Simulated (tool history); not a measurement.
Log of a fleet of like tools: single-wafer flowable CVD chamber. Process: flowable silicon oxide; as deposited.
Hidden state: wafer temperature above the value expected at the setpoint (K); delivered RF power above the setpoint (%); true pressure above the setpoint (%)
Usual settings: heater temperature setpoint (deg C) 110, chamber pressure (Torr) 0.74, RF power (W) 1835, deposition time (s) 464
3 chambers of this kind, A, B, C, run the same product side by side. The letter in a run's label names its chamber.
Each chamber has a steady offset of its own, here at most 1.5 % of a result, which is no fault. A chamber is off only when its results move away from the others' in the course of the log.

run	hour	heater temperature setpoint (deg C)	chamber pressure (Torr)	RF power (W)	deposition time (s)	hours since the last thermocouple change	hours since the last RF generator calibration	hours since the last manometer calibration	read-back reference wafer on the same gauge, thickness_nm	mean film thickness on the monitor wafer (angstrom)
1B	3.1	110	0.74	1835	464	926.5	441.6	208.4	171.15	1780.7
2A	5.5	110	0.74	1835	464	1960.7	170.9	1840.4	171.00	1801.5
3C	9.6	110	0.74	1835	464	2678.8	761.2	94.9	171.08	1771.2
4C	11.8	110	0.74	1835	464	2681.0	763.4	97.1	170.92	1775.5
5B	14.1	110	0.74	1835	464	937.5	452.6	219.4	170.96	1785.9
6A	18.0	110	0.74	1835	464	1973.2	183.4	1852.9	170.98	1803.8
7C	20.3	102	0.74	1965	464	2689.5	771.9	105.6	171.10	2363.2
8B	22.4	102	0.74	1965	464	945.8	460.9	227.7	170.94	2354.1
9A	24.6	102	0.74	1965	464	1979.8	190.0	1859.5	170.95	2402.1
10A	28.2	110	0.74	1835	464	1983.4	193.6	1863.1	170.98	1807.9
11B	30.7	110	0.74	1835	464	954.1	469.2	236.0	170.98	1786.6
# hour 33.4: chamber A: capacitance manometer re-zeroed and calibrated
12C	34.8	110	0.74	1835	464	2704.0	786.4	120.1	171.03	1777.5
13B	39.0	110	0.74	1835	464	962.4	477.5	244.3	170.87	1783.3
14C	41.8	110	0.74	1835	464	2711.0	793.4	127.1	170.98	1770.4
15A	46.1	115	0.74	1835	408	2001.3	211.5	12.8	170.91	1386.3
16B	48.0	115	0.74	1835	408	971.4	486.5	253.3	171.05	1341.0
17A	51.8	115	0.74	1835	408	2007.0	217.2	18.5	170.93	1381.6
18C	56.2	110	0.74	1835	464	2725.4	807.8	141.5	170.98	1778.2
19C	59.9	110	0.74	1835	464	2729.1	811.5	145.2	171.08	1774.1
20A	63.0	110	0.74	1835	464	2018.2	228.4	29.7	171.04	1844.4
21B	65.2	100	0.74	1835	427	988.6	503.7	270.5	170.93	2294.1
22A	68.4	100	0.74	1835	427	2023.6	233.8	35.1	170.90	2390.0
23B	70.7	100	0.74	1835	427	994.1	509.2	276.0	170.99	2285.9
24C	73.3	110	0.74	1835	464	2742.5	824.9	158.6	170.99	1771.8
25B	76.5	110	0.74	1835	464	999.9	515.0	281.8	171.13	1781.8
26A	80.5	110	0.74	1835	464	2035.7	245.9	47.2	170.84	1851.7
27C	83.8	110	0.74	1835	464	2753.0	835.4	169.1	170.96	1776.3
28A	86.5	110	0.74	1835	464	2041.7	251.9	53.2	171.07	1846.7

Is one chamber off against the others, does the gauge drift, or is nothing wrong? If a chamber is off, say which, and what the likeliest cause is.

A service left chamber A off against the others.
Cause: true pressure above the setpoint (%) = 1.94.

Here are 4 candidates for chamber A's next run, each the usual settings with a change, their results left as question marks. Which one brings its results back in line with what the others give on the usual settings?
In line means no further than this from the other chambers' mean on the usual settings: mean film thickness on the monitor wafer (angstrom) 19.0
29A-1	89.7	110	0.740	1945	464					?
29A-2	89.7	111	0.733	1835	464					?
29A-3	89.7	110	0.740	1830	457					?
29A-4	89.7	109	0.744	1835	465					?

The other chambers' mean on the usual settings: mean film thickness on the monitor wafer (angstrom) 1778.5
run	mean film thickness on the monitor wafer (angstrom)
29A-1	1872.5
29A-2	1767.5
29A-3	1818.7
29A-4	1927.3
29A-2 brings the chamber back in line.

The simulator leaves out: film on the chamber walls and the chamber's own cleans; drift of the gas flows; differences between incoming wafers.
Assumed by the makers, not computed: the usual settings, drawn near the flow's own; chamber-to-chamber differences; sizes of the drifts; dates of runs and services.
